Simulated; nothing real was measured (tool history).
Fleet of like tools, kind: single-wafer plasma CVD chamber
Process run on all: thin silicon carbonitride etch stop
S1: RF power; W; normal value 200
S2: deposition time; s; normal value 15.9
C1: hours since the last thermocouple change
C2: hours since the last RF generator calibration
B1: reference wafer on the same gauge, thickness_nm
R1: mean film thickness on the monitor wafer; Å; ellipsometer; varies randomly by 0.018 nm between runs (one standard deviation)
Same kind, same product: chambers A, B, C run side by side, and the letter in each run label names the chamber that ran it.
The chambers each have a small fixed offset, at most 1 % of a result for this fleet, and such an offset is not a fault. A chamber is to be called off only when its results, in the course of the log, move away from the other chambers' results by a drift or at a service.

run   hour   S1    S2      C1      C2      B1      R1
 1C   14.4  200  15.9   704.2  1088.7  9.5833  91.388
 2B   27.4  200  15.9  2178.3   397.4  9.5724  89.793
 3A   41.8  200  15.9  1588.4    52.8  9.5829  90.352
 4C     50  200  15.9   739.8  1124.3  9.5803  90.948
 5B     59  200  15.9  2209.9     429  9.5798  89.775
 6A   67.3  200  15.9  1613.9    78.3  9.5819  90.594
 7A   77.7  200  15.9  1624.3    88.7  9.5812  90.453
 8B   91.1  200  15.9    2242   461.1  9.5834  89.714
 9C  100.5  200  15.9   790.3  1174.8  9.5744  91.206
10A  109.1  200  15.9  1655.7   120.1  9.5828  90.515
       116  -- chamber B: thermocouple changed; heater temperature recalibrated
11C  125.6  225  17.9   815.4  1199.9  9.5806     106
12B  141.2  225  17.9    25.3   511.2  9.5791  104.42
13A  157.8  225  17.9  1704.4   168.8  9.5763  105.59
14B  166.9  200  15.9      51   536.9  9.5827  89.614
15C    175  200  13.6   864.8  1249.3  9.5834  77.864
16C  184.6  200  13.6   874.4  1258.9  9.5802   77.34
17B  199.2  200  13.6    83.3   569.2  9.5795  76.839
18A    208  200  17.1  1754.6     219  9.5791  97.234
19A  224.5  200  17.1  1771.1   235.5  9.5808  97.525
20C    238  200  17.1   927.8  1312.3  9.5731  96.803
21B    250  200  15.9   134.1     620    9.58  89.886
22B  262.6  200  15.9   146.7   632.6  9.5822  89.657
23C  276.8  200  15.9   966.6  1351.1   9.577  90.304
24A  285.6  200  15.9  1832.2   296.6  9.5758  90.499
25C  299.5  200  15.9   989.3  1373.8    9.58  90.332
26B    309  220  14.1   193.1     679  9.5813  82.037
27A  323.3  220  14.1  1869.9   334.3  9.5803  82.485
28B    336  220  14.1   220.1     706  9.5815  81.666
29C  349.5  200  15.9  1039.3  1423.8  9.5848  90.019
30A  356.8  200  15.9  1903.4   367.8  9.5836  90.508
31B  365.2  200  15.9   249.3   735.2  9.5821   89.48
32A  379.3  200  15.9  1925.9   390.3  9.5808  90.222
33C  387.1  200  15.9  1076.9  1461.4  9.5784  89.635
34C  397.2  200  15.9    1087  1471.5  9.5803  89.522
35A  407.1  200  15.9  1953.7   418.1  9.5825  90.434
36B  423.4  200  15.9   307.5   793.4  9.5819  89.388
37B  432.4  200  15.9   316.5   802.4  9.5785  89.994
38C  446.9  220  15.9  1136.7  1521.2  9.5836  91.597
39A  461.6  220  15.9  2008.2   472.6    9.58  93.176
40B  477.8  220  15.9   361.9   847.8  9.5805  92.048

Has any chamber moved away from the others, gradually or after a service, or does the common gauge drift, or do the chambers differ only by their own small steady offsets? State the chamber and the most likely cause if one applies.

One chamber, C, drifts off from the rest bit by bit.
Cause: delivered RF power below the setpoint (%) = 7.26.

Chamber C could run next with any of the 4 candidate recipes listed below; each alters the usual settings, and their results appear as question marks. Which one brings its results back in line with what the other chambers deliver on the usual settings?
In line here means within this much of the mean the other chambers give on the usual settings: R1 0.72 Å
41C-1  489.7  200  16.3               ?
41C-2  489.7  200  15.7               ?
41C-3  489.7  200  16.1               ?
41C-4  489.7  185  15.9               ?

On the usual settings, the other chambers give on average: R1 90.088 Å
  run      R1
41C-1  91.352
41C-2  87.989
41C-3  90.231
41C-4  87.064
41C-3 is the one that brings the chamber's results back in line with the other chambers.

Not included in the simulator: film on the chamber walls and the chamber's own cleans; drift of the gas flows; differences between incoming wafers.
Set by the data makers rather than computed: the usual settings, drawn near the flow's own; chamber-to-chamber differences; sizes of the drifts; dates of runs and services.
